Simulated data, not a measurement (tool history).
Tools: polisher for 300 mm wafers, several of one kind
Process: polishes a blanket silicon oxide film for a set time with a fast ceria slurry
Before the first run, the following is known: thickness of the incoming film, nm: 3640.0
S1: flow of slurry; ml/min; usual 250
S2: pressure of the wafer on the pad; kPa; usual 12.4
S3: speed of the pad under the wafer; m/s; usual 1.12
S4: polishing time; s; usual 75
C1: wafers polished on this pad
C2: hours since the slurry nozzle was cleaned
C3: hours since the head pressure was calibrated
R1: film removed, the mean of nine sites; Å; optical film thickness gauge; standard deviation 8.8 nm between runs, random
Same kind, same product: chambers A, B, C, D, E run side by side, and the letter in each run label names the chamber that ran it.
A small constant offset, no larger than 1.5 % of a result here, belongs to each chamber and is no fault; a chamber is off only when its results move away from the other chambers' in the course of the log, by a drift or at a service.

At hour 5.6: chamber C: worn pad replaced by a new one.
Run 1B, hour 10.3: usual settings; C1 1469; C2 167.3; C3 269.2. Result: R1 10304 Å.
Run 2C, hour 20.6: usual settings; C1 100; C2 374.8; C3 442.2. Result: R1 10137 Å.
At hour 20.7: chamber A: worn pad replaced by a new one.
At hour 26.1: chamber E: worn pad replaced by a new one.
At hour 31.8: chamber B: worn pad replaced by a new one.
Run 3E, hour 33.8: usual settings; C1 51; C2 141.9; C3 382.3. Result: R1 10211 Å.
Run 4D, hour 46.9: usual settings; C1 421; C2 468.6; C3 356.7. Result: R1 10305 Å.
At hour 49.9: chamber A: head pressure recalibrated.
Run 5A, hour 56.5: usual settings; C1 239; C2 192.3; C3 6.6. Result: R1 10210 Å.
Run 6A, hour 70.5: usual settings; C1 333; C2 206.3; C3 20.6. Result: R1 10249 Å.
Run 7D, hour 79.8: usual settings; C1 641; C2 501.5; C3 389.6. Result: R1 10088 Å.
Run 8B, hour 91.8: usual settings but S3 1.44 m/s, S4 63 s; C1 401; C2 248.8; C3 350.7. Result: R1 11445 Å.
Run 9C, hour 105.5: usual settings but S3 1.44 m/s, S4 63 s; C1 667; C2 459.7; C3 527.1. Result: R1 10979 Å.
Run 10E, hour 115.3: usual settings but S3 1.44 m/s, S4 63 s; C1 595; C2 223.4; C3 463.8. Result: R1 10829 Å.
Run 11C, hour 126.6: usual settings but S3 1.44 m/s, S4 63 s; C1 808; C2 480.8; C3 548.2. Result: R1 10899 Å.
Run 12D, hour 136.5: usual settings but S3 1.44 m/s, S4 63 s; C1 1020; C2 558.2; C3 446.3. Result: R1 11171 Å.
At hour 140.1: chamber D: worn pad replaced by a new one.
Run 13E, hour 142.8: usual settings but S4 64 s; C1 779; C2 250.9; C3 491.3. Result: R1 8788.7 Å.
At hour 152.4: chamber C: worn pad replaced by a new one.
Run 14B, hour 153.3: usual settings but S4 64 s; C1 811; C2 310.3; C3 412.2. Result: R1 9081.5 Å.
Run 15A, hour 162.2: usual settings but S4 64 s; C1 945; C2 298; C3 112.3. Result: R1 8724.9 Å.
At hour 169.1: chamber A: worn pad replaced by a new one.
Run 16C, hour 169.9: usual settings but S4 64 s; C1 117; C2 524.1; C3 591.5. Result: R1 8632 Å.
At hour 175.7: chamber E: worn pad replaced by a new one.
Run 17B, hour 183.2: usual settings but S4 64 s; C1 1011; C2 340.2; C3 442.1. Result: R1 9011.4 Å.
Run 18A, hour 191.3: usual settings; C1 148; C2 327.1; C3 141.4. Result: R1 10371 Å.
At hour 200.2: chamber C: slurry nozzle cleaned.
Run 19E, hour 201.8: usual settings; C1 174; C2 309.9; C3 550.3. Result: R1 10175 Å.
Run 20D, hour 215.1: usual settings; C1 501; C2 636.8; C3 524.9. Result: R1 10322 Å.
At hour 220.4: chamber A: slurry nozzle cleaned.
Run 21D, hour 225.1: usual settings; C1 567; C2 646.8; C3 534.9. Result: R1 10358 Å.
Run 22C, hour 237.8: usual settings; C1 571; C2 37.6; C3 659.4. Result: R1 10131 Å.
Run 23E, hour 244.2: usual settings; C1 457; C2 352.3; C3 592.7. Result: R1 10174 Å.
Run 24A, hour 253.7: usual settings but S4 84 s; C1 565; C2 33.3; C3 203.8. Result: R1 11562 Å.
Run 25B, hour 262.7: usual settings but S4 84 s; C1 1542; C2 419.7; C3 521.6. Result: R1 12227 Å.
At hour 263.8: chamber D: slurry nozzle cleaned.
At hour 270.6: chamber B: worn pad replaced by a new one.
Run 26C, hour 273: usual settings but S4 84 s; C1 806; C2 72.8; C3 694.6. Result: R1 11555 Å.
Run 27E, hour 284.3: usual settings but S4 84 s; C1 725; C2 392.4; C3 632.8. Result: R1 11341 Å.
Run 28A, hour 293.8: usual settings but S4 84 s; C1 833; C2 73.4; C3 243.9. Result: R1 11659 Å.
At hour 298.9: chamber A: worn pad replaced by a new one.
Run 29D, hour 304.2: usual settings; C1 1096; C2 40.4; C3 614. Result: R1 10387 Å.
Run 30B, hour 314.1: usual settings; C1 290; C2 471.1; C3 573. Result: R1 11166 Å.
Run 31A, hour 328: usual settings; C1 194; C2 107.6; C3 278.1. Result: R1 10365 Å.

Next, every chamber runs the same settings. What will each give?
Run 32A, hour 338.3: usual settings but S4 51 s. Result: R1 ?.
Run 32B, hour 338.3: usual settings but S4 51 s. Result: R1 ?.
Run 32C, hour 338.3: usual settings but S4 51 s. Result: R1 ?.
Run 32D, hour 338.3: usual settings but S4 51 s. Result: R1 ?.
Run 32E, hour 338.3: usual settings but S4 51 s. Result: R1 ?.

run      R1
32A  6996.9
32B  7552.3
32C  7028.8
32D  7017.6
32E  6918.8
